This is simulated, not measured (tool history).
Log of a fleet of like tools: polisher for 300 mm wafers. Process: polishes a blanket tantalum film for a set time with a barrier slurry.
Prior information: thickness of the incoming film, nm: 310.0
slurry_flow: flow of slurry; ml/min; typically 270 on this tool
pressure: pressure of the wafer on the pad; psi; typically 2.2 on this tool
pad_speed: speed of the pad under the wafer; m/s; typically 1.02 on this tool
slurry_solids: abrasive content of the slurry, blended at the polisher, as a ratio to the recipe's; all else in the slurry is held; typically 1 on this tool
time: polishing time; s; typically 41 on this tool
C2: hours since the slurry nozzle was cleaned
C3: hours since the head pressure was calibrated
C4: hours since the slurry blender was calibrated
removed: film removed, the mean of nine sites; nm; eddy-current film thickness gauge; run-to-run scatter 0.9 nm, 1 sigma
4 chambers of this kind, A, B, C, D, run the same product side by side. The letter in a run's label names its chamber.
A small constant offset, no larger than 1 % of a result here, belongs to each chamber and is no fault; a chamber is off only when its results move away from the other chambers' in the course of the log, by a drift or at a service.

run 1A hour=6.2 | slurry_flow=270 pressure=2.2 pad_speed=1.02 slurry_solids=1 time=41 | wafers_polished_on_this_pad=762 C2=295.0 C3=299.8 C4=69.3 | removed=71.304
run 2C hour=9.8 | slurry_flow=270 pressure=2.2 pad_speed=1.02 slurry_solids=1 time=41 | wafers_polished_on_this_pad=443 C2=541.8 C3=1026.8 C4=40.0 | removed=72.835
-- hour=12.6 chamber C: worn pad replaced by a new one
run 3D hour=14.1 | slurry_flow=270 pressure=2.2 pad_speed=1.02 slurry_solids=1 time=41 | wafers_polished_on_this_pad=450 C2=227.1 C3=1190.8 C4=295.6 | removed=72.273
-- hour=14.8 chamber C: slurry nozzle cleaned
run 4B hour=19.3 | slurry_flow=270 pressure=2.2 pad_speed=1.02 slurry_solids=1 time=41 | wafers_polished_on_this_pad=268 C2=89.5 C3=30.8 C4=321.0 | removed=73.379
-- hour=21.9 chamber D: head pressure recalibrated
-- hour=23.8 chamber D: slurry blender recalibrated
run 5A hour=24.2 | slurry_flow=270 pressure=2.2 pad_speed=1.02 slurry_solids=1 time=41 | wafers_polished_on_this_pad=977 C2=313.0 C3=317.8 C4=87.3 | removed=71.433
-- hour=28.7 chamber A: worn pad replaced by a new one
run 6B hour=29.1 | slurry_flow=270 pressure=2.2 pad_speed=1.02 slurry_solids=1 time=41 | wafers_polished_on_this_pad=385 C2=99.3 C3=40.6 C4=330.8 | removed=70.488
run 7D hour=32.3 | slurry_flow=270 pressure=2.2 pad_speed=1.02 slurry_solids=1 time=41 | wafers_polished_on_this_pad=667 C2=245.3 C3=10.4 C4=8.5 | removed=72.953
-- hour=37.3 chamber B: worn pad replaced by a new one
run 8C hour=38.3 | slurry_flow=270 pressure=2.2 pad_speed=1.02 slurry_solids=1 time=41 | wafers_polished_on_this_pad=307 C2=23.5 C3=1055.3 C4=68.5 | removed=72.694
run 9C hour=41.2 | slurry_flow=270 pressure=2.2 pad_speed=1.02 slurry_solids=1 time=41 | wafers_polished_on_this_pad=342 C2=26.4 C3=1058.2 C4=71.4 | removed=72.660
run 10B hour=47.4 | slurry_flow=185 pressure=2.2 pad_speed=1.24 slurry_solids=1 time=41 | wafers_polished_on_this_pad=120 C2=117.6 C3=58.9 C4=349.1 | removed=82.405
-- hour=51.0 chamber C: worn pad replaced by a new one
run 11A hour=52.2 | slurry_flow=185 pressure=2.2 pad_speed=1.24 slurry_solids=1 time=41 | wafers_polished_on_this_pad=281 C2=341.0 C3=345.8 C4=115.3 | removed=83.860
run 12D hour=55.4 | slurry_flow=185 pressure=2.2 pad_speed=1.24 slurry_solids=1 time=41 | wafers_polished_on_this_pad=942 C2=268.4 C3=33.5 C4=31.6 | removed=83.559
run 13A hour=60.4 | slurry_flow=185 pressure=2.2 pad_speed=1.24 slurry_solids=1 time=41 | wafers_polished_on_this_pad=378 C2=349.2 C3=354.0 C4=123.5 | removed=81.198
run 14D hour=64.5 | slurry_flow=270 pressure=2.2 pad_speed=1.02 slurry_solids=1 time=41 | wafers_polished_on_this_pad=1051 C2=277.5 C3=42.6 C4=40.7 | removed=72.453
run 15C hour=69.3 | slurry_flow=270 pressure=2.2 pad_speed=1.02 slurry_solids=1 time=41 | wafers_polished_on_this_pad=218 C2=54.5 C3=1086.3 C4=99.5 | removed=73.508
-- hour=70.3 chamber D: worn pad replaced by a new one
run 16B hour=73.3 | slurry_flow=270 pressure=2.2 pad_speed=1.02 slurry_solids=1 time=41 | wafers_polished_on_this_pad=429 C2=143.5 C3=84.8 C4=375.0 | removed=69.367
run 17D hour=77.3 | slurry_flow=270 pressure=2.2 pad_speed=1.02 slurry_solids=1 time=41 | wafers_polished_on_this_pad=84 C2=290.3 C3=55.4 C4=53.5 | removed=72.768
run 18B hour=81.7 | slurry_flow=270 pressure=2.2 pad_speed=1.02 slurry_solids=1 time=41 | wafers_polished_on_this_pad=529 C2=151.9 C3=93.2 C4=383.4 | removed=69.777
run 19A hour=87.5 | slurry_flow=270 pressure=2.2 pad_speed=1.02 slurry_solids=1 time=41 | wafers_polished_on_this_pad=702 C2=376.3 C3=381.1 C4=150.6 | removed=71.907
-- hour=89.9 chamber C: worn pad replaced by a new one
-- hour=91.0 chamber B: worn pad replaced by a new one
run 20C hour=92.0 | slurry_flow=270 pressure=2.2 pad_speed=1.02 slurry_solids=1 time=41 | wafers_polished_on_this_pad=25 C2=77.2 C3=1109.0 C4=122.2 | removed=73.151
run 21B hour=97.8 | slurry_flow=270 pressure=2.2 pad_speed=1.02 slurry_solids=1 time=41 | wafers_polished_on_this_pad=82 C2=168.0 C3=109.3 C4=399.5 | removed=70.486
-- hour=103.0 chamber A: slurry blender recalibrated
run 22C hour=103.0 | slurry_flow=270 pressure=2.2 pad_speed=1.02 slurry_solids=1 time=41 | wafers_polished_on_this_pad=156 C2=88.2 C3=1120.0 C4=133.2 | removed=73.724
run 23D hour=108.7 | slurry_flow=270 pressure=2.2 pad_speed=1.28 slurry_solids=1 time=41 | wafers_polished_on_this_pad=458 C2=321.7 C3=86.8 C4=84.9 | removed=87.382
run 24A hour=111.5 | slurry_flow=270 pressure=2.2 pad_speed=1.28 slurry_solids=1 time=41 | wafers_polished_on_this_pad=988 C2=400.3 C3=405.1 C4=8.5 | removed=90.840
run 25C hour=115.6 | slurry_flow=270 pressure=2.2 pad_speed=1.28 slurry_solids=1 time=41 | wafers_polished_on_this_pad=306 C2=100.8 C3=1132.6 C4=145.8 | removed=92.295
run 26A hour=120.8 | slurry_flow=270 pressure=2.2 pad_speed=1.28 slurry_solids=1 time=41 | wafers_polished_on_this_pad=1099 C2=409.6 C3=414.4 C4=17.8 | removed=91.355
run 27B hour=127.1 | slurry_flow=270 pressure=2.2 pad_speed=1.02 slurry_solids=1 time=41 | wafers_polished_on_this_pad=431 C2=197.3 C3=138.6 C4=428.8 | removed=67.623

Does one chamber stand apart from the rest, does the shared gauge drift, or is all well apart from small per-chamber offsets? Give the chamber and the most likely cause, where there is one.

It is chamber B that slowly wanders off from its peers.
What lies behind it: abrasive missing from the slurry, % = 21.1.
The log might look much the same if the cause were instead: slurry flow missing at the pad, %; head's pressure below its setpoint, %.

Which of the 4 candidates below, each the usual settings with something changed and its results left as question marks, puts chamber B back in line with what the other chambers give on the usual settings?
To be in line, a result may differ from the other chambers' mean on the usual settings by at most: removed 3.100 nm
run 28B-1 hour=131.6 | slurry_flow=270 pressure=2.3 pad_speed=1.04 slurry_solids=1 time=42 | removed=?
run 28B-2 hour=131.6 | slurry_flow=270 pressure=2.2 pad_speed=0.94 slurry_solids=1 time=38 | removed=?
run 28B-3 hour=131.6 | slurry_flow=270 pressure=2.3 pad_speed=1.08 slurry_solids=1 time=43 | removed=?
run 28B-4 hour=131.6 | slurry_flow=270 pressure=2.2 pad_speed=1.02 slurry_solids=1 time=38 | removed=?

Other chambers, usual settings, mean: removed 72.358 nm
run=28B-1 removed=73.525
run=28B-2 removed=57.469
run=28B-3 removed=78.177
run=28B-4 removed=62.372
It is 28B-1 that realigns the chamber with its peers.

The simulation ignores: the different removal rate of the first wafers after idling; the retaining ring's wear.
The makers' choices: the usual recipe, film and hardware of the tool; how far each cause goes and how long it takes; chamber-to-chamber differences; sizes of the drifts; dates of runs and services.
